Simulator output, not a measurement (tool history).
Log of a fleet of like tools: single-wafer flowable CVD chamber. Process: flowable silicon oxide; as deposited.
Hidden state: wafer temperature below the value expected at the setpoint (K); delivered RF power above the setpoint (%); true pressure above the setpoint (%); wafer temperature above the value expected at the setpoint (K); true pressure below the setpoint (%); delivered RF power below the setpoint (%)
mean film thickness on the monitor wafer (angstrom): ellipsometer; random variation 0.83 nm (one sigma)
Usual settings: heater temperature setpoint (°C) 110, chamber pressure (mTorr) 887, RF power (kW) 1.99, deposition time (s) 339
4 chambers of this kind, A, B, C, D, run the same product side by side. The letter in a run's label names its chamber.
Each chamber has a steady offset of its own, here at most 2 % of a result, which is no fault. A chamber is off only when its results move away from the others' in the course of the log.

run,day,heater temperature setpoint (°C),chamber pressure (mTorr),RF power (kW),deposition time (s),hours since the last thermocouple change,hours since the last RF generator calibration,hours since the last manometer calibration,"read-back reference wafer on the same gauge, thickness_nm",mean film thickness on the monitor wafer (angstrom)
1C,0.279,110,887,1.99,339,950.1,587,1169.9,182.8,1722.3
2B,0.646,110,887,1.99,339,1133.5,1001.3,779.8,182.92,1692.1
3D,1.192,110,887,1.99,339,1019.2,1100,1166.7,182.85,1663
4A,1.621,110,887,1.99,339,930.3,1221.7,200.7,182.86,1673.6
5A,2.017,104,887,1.99,339,939.8,1231.2,210.2,183.06,2026.8
6C,2.554,104,887,1.99,339,1004.7,641.6,1224.5,182.88,2094.3
7D,2.842,104,887,1.99,339,1058.8,1139.6,1206.3,183.07,2053.5
8B,3.138,104,887,1.99,339,1193.3,1061.1,839.6,183.2,2048.4
9C,3.567,110,887,1.99,339,1029,665.9,1248.8,183.03,1713.6
10B,4.021,110,887,1.99,339,1214.5,1082.3,860.8,183.04,1696.3
11D,4.442,110,887,1.99,339,1097.2,1178,1244.7,182.88,1678.6
# day 4.688: chamber C: capacitance manometer re-zeroed and calibrated
12A,4.762,110,887,1.99,339,1005.7,1297.1,276.1,182.92,1659.7
13D,5.092,110,887,1.99,339,1112.8,1193.6,1260.3,182.77,1678
14B,5.383,110,887,1.99,339,1247.2,1115,893.5,182.85,1682.2
15C,5.896,110,887,1.99,339,1084.9,721.8,29,182.81,1717.1
16A,6.404,110,887,1.99,339,1045.1,1336.5,315.5,183.03,1664
17A,6.833,110,1071,1.99,339,1055.4,1346.8,325.8,183.02,2100.5
# day 6.946: chamber B: thermocouple changed; heater temperature recalibrated
18B,7.362,110,1071,1.99,339,10.1,1162.5,941,183.12,2086.3
19D,7.604,110,1071,1.99,339,1173.1,1253.9,1320.6,182.81,2119.4
20C,8.029,110,1071,1.99,339,1136.1,773,80.2,182.94,2172.7
# day 8.25: chamber B: RF generator calibrated
21C,8.471,110,887,1.99,339,1146.7,783.6,90.8,182.98,1714.4
22D,8.742,110,887,1.99,339,1200.4,1281.2,1347.9,182.98,1673.6
23B,9.133,110,887,1.99,339,52.6,21.2,983.5,182.81,1655.4
24A,9.383,110,887,1.99,339,1116.6,1408,387,183.02,1654.3
25D,9.767,110,887,1.99,339,1225,1305.8,1372.5,182.71,1682.6
26B,10.092,110,887,1.99,339,75.6,44.2,1006.5,182.78,1652.7
27C,10.558,110,887,1.99,339,1196.8,833.7,140.9,182.86,1704.2
28A,10.996,110,887,1.99,339,1155.3,1446.7,425.7,182.93,1672.2
29C,11.396,110,887,1.99,339,1216.9,853.8,161,183.24,1728.5
30D,11.9,110,887,1.99,339,1276.2,1357,1423.7,183.1,1686.1
31A,12.404,110,887,1.99,274,1189.1,1480.5,459.5,183.21,1346.6
32B,12.821,110,887,1.99,274,141.1,109.7,1072,182.94,1302.8
33C,13.292,110,887,1.99,274,1262.4,899.3,206.5,182.93,1380.7
34B,13.746,110,887,1.99,274,163.3,131.9,1094.2,182.84,1291.2
35D,14.012,110,887,1.99,339,1326.9,1407.7,1474.4,183.11,1672.5
36A,14.379,110,887,1.99,339,1236.5,1527.9,506.9,183,1683.3
37C,14.762,110,887,1.99,339,1297.7,934.6,241.8,182.83,1709.2

Is one chamber off against the others, does the gauge drift, or is nothing wrong? If a chamber is off, say which, and what the likeliest cause is.

Chamber B drifts away from the others.
Cause: true pressure below the setpoint (%) = 4.41.

Here are 4 candidates for chamber B's next run, each the usual settings with a change, their results left as question marks. Which one brings its results back in line with what the others give on the usual settings?
In line means no further than this from the other chambers' mean on the usual settings: mean film thickness on the monitor wafer (angstrom) 29
38B-1,15.154,113,887,1.99,339,,,,,?
38B-2,15.154,111,877,1.99,337,,,,,?
38B-3,15.154,109,897,1.99,341,,,,,?
38B-4,15.154,108,907,1.995,339,,,,,?

The other chambers' mean on the usual settings: mean film thickness on the monitor wafer (angstrom) 1686.9
run,mean film thickness on the monitor wafer (angstrom)
38B-1,1460
38B-2,1524.2
38B-3,1692.9
38B-4,1765
38B-3 brings the chamber back in line.
